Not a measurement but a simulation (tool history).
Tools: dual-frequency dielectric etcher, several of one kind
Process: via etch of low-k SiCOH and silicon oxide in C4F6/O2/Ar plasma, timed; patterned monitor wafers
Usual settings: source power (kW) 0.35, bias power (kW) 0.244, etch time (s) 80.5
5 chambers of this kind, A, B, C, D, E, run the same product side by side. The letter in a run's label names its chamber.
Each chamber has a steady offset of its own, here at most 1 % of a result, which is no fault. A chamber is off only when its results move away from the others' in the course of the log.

| run | hour | source power (kW) | bias power (kW) | etch time (s) | read-back reference wafer on the same gauge, depth_nm | mean etch depth across the wafer (nm) |
|---|---|---|---|---|---|---|
| 1E | 4.2 | 0.35 | 0.244 | 80.5 | 196.89 | 236.92 |
| 2A | 11 | 0.35 | 0.244 | 80.5 | 196.87 | 234.51 |
| 3C | 14.6 | 0.35 | 0.244 | 80.5 | 197.04 | 239.18 |
| 4B | 18.3 | 0.35 | 0.244 | 80.5 | 196.96 | 237.2 |
| 5D | 23.9 | 0.35 | 0.244 | 80.5 | 196.94 | 235.73 |
| 6A | 28.3 | 0.35 | 0.244 | 80.5 | 197 | 235.49 |
|  | 28.8 | chamber C: wet clean of the chamber |
| 7B | 34.6 | 0.35 | 0.244 | 80.5 | 197 | 238.27 |
| 8C | 41.1 | 0.35 | 0.244 | 80.5 | 196.92 | 238.55 |
| 9D | 47.1 | 0.35 | 0.244 | 80.5 | 196.94 | 235.88 |
| 10E | 53.3 | 0.35 | 0.288 | 80.5 | 197 | 250.51 |
| 11B | 58.4 | 0.35 | 0.288 | 80.5 | 197.08 | 252.11 |
| 12A | 64.5 | 0.35 | 0.288 | 80.5 | 197.14 | 250.1 |
|  | 69.9 | chamber D: wet clean of the chamber |
| 13C | 71 | 0.35 | 0.288 | 80.5 | 197.07 | 253.03 |
| 14D | 76.4 | 0.35 | 0.288 | 80.5 | 196.85 | 250.17 |
| 15E | 80 | 0.4 | 0.288 | 80.5 | 197.04 | 264.8 |
| 16D | 84.2 | 0.4 | 0.288 | 80.5 | 197.04 | 261.83 |
|  | 89.7 | chamber E: wet clean of the chamber |
| 17C | 89.8 | 0.4 | 0.288 | 80.5 | 197.14 | 265.99 |
| 18B | 96.3 | 0.4 | 0.288 | 80.5 | 197 | 264.14 |
| 19E | 100 | 0.4 | 0.288 | 80.5 | 197.11 | 248.97 |
| 20A | 106.5 | 0.35 | 0.244 | 80.5 | 197.01 | 235.88 |
|  | 109.3 | chamber B: source power generator calibrated |
| 21E | 111 | 0.35 | 0.244 | 80.5 | 196.98 | 224.58 |
| 22B | 114.7 | 0.35 | 0.244 | 80.5 | 197.11 | 238.53 |
| 23C | 117.8 | 0.44 | 0.244 | 95 | 196.91 | 307.02 |
| 24D | 121.5 | 0.44 | 0.244 | 95 | 197.03 | 301.65 |
| 25A | 124.9 | 0.44 | 0.244 | 95 | 197.01 | 303.53 |
| 26D | 128.4 | 0.44 | 0.244 | 95 | 196.84 | 303.22 |
| 27E | 131.4 | 0.44 | 0.244 | 95 | 196.9 | 290.01 |
| 28B | 137.5 | 0.35 | 0.244 | 80.5 | 197.16 | 235.08 |
| 29A | 142.2 | 0.35 | 0.244 | 80.5 | 197.09 | 234.78 |
| 30C | 148.1 | 0.35 | 0.244 | 80.5 | 196.99 | 240 |
| 31D | 152.8 | 0.35 | 0.244 | 80.5 | 196.91 | 235.66 |
| 32C | 158.9 | 0.35 | 0.244 | 80.5 | 196.97 | 236.98 |
| 33B | 164.6 | 0.35 | 0.191 | 80.5 | 196.97 | 217.96 |
| 34E | 170.1 | 0.35 | 0.191 | 80.5 | 196.95 | 207.42 |
| 35A | 176.8 | 0.35 | 0.191 | 80.5 | 196.81 | 216.44 |
| 36A | 181.3 | 0.35 | 0.191 | 80.5 | 197 | 215.95 |
| 37C | 187 | 0.35 | 0.191 | 80.5 | 197.13 | 219.14 |
| 38E | 191.1 | 0.35 | 0.244 | 80.5 | 197.13 | 225.55 |

All 5 chambers run these settings next. Forecast each chamber's results:
| 39A | 196 | 0.35 | 0.244 | 80.5 |  | ? |
| 39B | 196 | 0.35 | 0.244 | 80.5 |  | ? |
| 39C | 196 | 0.35 | 0.244 | 80.5 |  | ? |
| 39D | 196 | 0.35 | 0.244 | 80.5 |  | ? |
| 39E | 196 | 0.35 | 0.244 | 80.5 |  | ? |

| run | mean etch depth across the wafer (nm) |
|---|---|
| 39A | 235.93 |
| 39B | 237.92 |
| 39C | 239.4 |
| 39D | 236.54 |
| 39E | 226.25 |
